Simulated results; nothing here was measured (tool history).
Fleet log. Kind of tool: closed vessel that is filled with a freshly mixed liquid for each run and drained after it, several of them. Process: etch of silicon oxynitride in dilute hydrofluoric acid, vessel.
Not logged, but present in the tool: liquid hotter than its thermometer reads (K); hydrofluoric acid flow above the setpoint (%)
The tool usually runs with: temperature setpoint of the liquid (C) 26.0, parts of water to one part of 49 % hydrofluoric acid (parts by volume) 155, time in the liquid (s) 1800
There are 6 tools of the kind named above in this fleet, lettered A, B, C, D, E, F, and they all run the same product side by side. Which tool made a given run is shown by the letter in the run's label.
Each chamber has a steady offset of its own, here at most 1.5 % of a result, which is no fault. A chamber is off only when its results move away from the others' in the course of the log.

run    day  temperature setpoint of the liquid (C)  parts of water to one part of 49 % hydrofluoric acid (parts by volume)  time in the liquid (s)  hours since the thermometer was replaced  hours since the hydrofluoric acid flow meter was replaced  read-back film thickness of the silicon oxynitride reference wafer, read on the same gauge (nm)  thickness taken off the silicon oxynitride on a monitor wafer (angstrom)
 1D  0.146                                    26.0                                                                     155                    1800                                     901.9                                                      923.8                                                                                           79.988                                                                    246.71
 2F  0.375                                    26.0                                                                     155                    1800                                     272.9                                                      858.7                                                                                           80.000                                                                    248.11
 3B  0.617                                    26.0                                                                     155                    1800                                     520.4                                                       48.5                                                                                           80.018                                                                    244.38
 4C  0.854                                    26.0                                                                     155                    1800                                     761.6                                                      305.6                                                                                           79.960                                                                    251.46
 5A  1.075                                    26.0                                                                     155                    1800                                     919.2                                                      569.1                                                                                           79.963                                                                    243.68
 6E  1.196                                    26.0                                                                     155                    1800                                    1178.9                                                     1922.1                                                                                           79.996                                                                    246.54
 7F  1.412                                    26.0                                                                     155                    1800                                     297.8                                                      883.6                                                                                           80.015                                                                    251.92
 8D  1.621                                    26.0                                                                     155                    1800                                     937.3                                                      959.2                                                                                           79.992                                                                    249.45
 9E  1.762                                    26.0                                                                     155                    1800                                    1192.5                                                     1935.7                                                                                           79.978                                                                    246.63
10B  1.942                                    26.0                                                                     155                    1800                                     552.2                                                       80.3                                                                                           79.991                                                                    245.65
11A  2.117                                    26.0                                                                     155                    1800                                     944.2                                                      594.1                                                                                           80.008                                                                    242.82
12C  2.300                                    26.0                                                                     155                    1800                                     796.3                                                      340.3                                                                                           79.952                                                                    247.95
13C  2.529                                    26.0                                                                     155                    1800                                     801.8                                                      345.8                                                                                           79.959                                                                    249.78
14F  2.717                                    26.0                                                                     155                    1800                                     329.1                                                      914.9                                                                                           80.013                                                                    249.49
15E  2.871                                    21.5                                                                      90                    1800                                    1219.1                                                     1962.3                                                                                           79.981                                                                    363.00
16A  3.033                                    21.5                                                                      90                    1800                                     966.2                                                      616.1                                                                                           79.999                                                                    359.14
17D  3.225                                    21.5                                                                      90                    1800                                     975.8                                                      997.7                                                                                           79.996                                                                    364.48
18B  3.350                                    21.5                                                                      90                    1800                                     586.0                                                      114.1                                                                                           80.029                                                                    356.12
19C  3.467                                    21.5                                                                      90                    1800                                     824.3                                                      368.3                                                                                           80.040                                                                    367.26
20A  3.692                                    21.5                                                                      90                    1800                                     982.0                                                      631.9                                                                                           80.026                                                                    360.30
21D  3.896                                    26.0                                                                     155                    1800                                     991.9                                                     1013.8                                                                                           79.992                                                                    247.90
22B  4.096                                    26.0                                                                     155                    1800                                     603.9                                                      132.0                                                                                           80.020                                                                    245.51
23F  4.333                                    28.5                                                                     215                    1800                                     367.9                                                      953.7                                                                                           80.025                                                                    187.29
24E  4.521                                    28.5                                                                     215                    1800                                    1258.7                                                     2001.9                                                                                           79.997                                                                    186.38
25A  4.671                                    28.5                                                                     215                    1800                                    1005.5                                                      655.4                                                                                           80.012                                                                    185.19
26E  4.812                                    28.5                                                                     215                    1800                                    1265.7                                                     2008.9                                                                                           80.011                                                                    185.81
27B  5.017                                    28.5                                                                     215                    1800                                     626.0                                                      154.1                                                                                           80.038                                                                    185.59
28F  5.154                                    28.5                                                                     215                    1800                                     387.6                                                      973.4                                                                                           79.994                                                                    189.39
29C  5.346                                    26.0                                                                     155                    1800                                     869.4                                                      413.4                                                                                           80.000                                                                    247.71
30D  5.546                                    26.0                                                                     155                    1800                                    1031.5                                                     1053.4                                                                                           79.982                                                                    250.10
31B  5.767                                    26.0                                                                     155                    1800                                     644.0                                                      172.1                                                                                           79.998                                                                    245.98
32F  5.896                                    26.0                                                                     155                    1800                                     405.4                                                      991.2                                                                                           79.986                                                                    248.47
33D  6.079                                    26.0                                                                     155                    1800                                    1044.3                                                     1066.2                                                                                           79.967                                                                    245.42
34E  6.254                                    26.0                                                                     155                    1800                                    1300.3                                                     2043.5                                                                                           80.032                                                                    244.54
35A  6.425                                    26.0                                                                     155                    1800                                    1047.6                                                      697.5                                                                                           80.009                                                                    241.84
36C  6.642                                    26.0                                                                     155                    1800                                     900.5                                                      444.5                                                                                           79.966                                                                    247.54
37C  6.758                                    29.0                                                                     155                    1185                                     903.3                                                      447.3                                                                                           79.959                                                                    185.68
38F  6.971                                    29.0                                                                     155                    1185                                     431.2                                                     1017.0                                                                                           79.987                                                                    187.62
39E  7.188                                    29.0                                                                     155                    1185                                    1322.7                                                     2065.9                                                                                           80.007                                                                    185.59
40D  7.421                                    29.0                                                                     155                    1185                                    1076.5                                                     1098.4                                                                                           79.969                                                                    188.45
41A  7.592                                    29.0                                                                     155                    1185                                    1075.6                                                      725.5                                                                                           79.969                                                                    185.37
42B  7.804                                    29.0                                                                     155                    1185                                     692.9                                                      221.0                                                                                           80.011                                                                    185.15
43C  8.046                                    26.0                                                                     155                    1800                                     934.2                                                      478.2                                                                                           80.031                                                                    247.64

Has any chamber moved away from the others, gradually or after a service, or does the common gauge drift, or do the chambers differ only by their own small steady offsets? State the chamber and the most likely cause if one applies.

Nothing is wrong: each chamber keeps only its own small, steady offset and the gauge holds still.
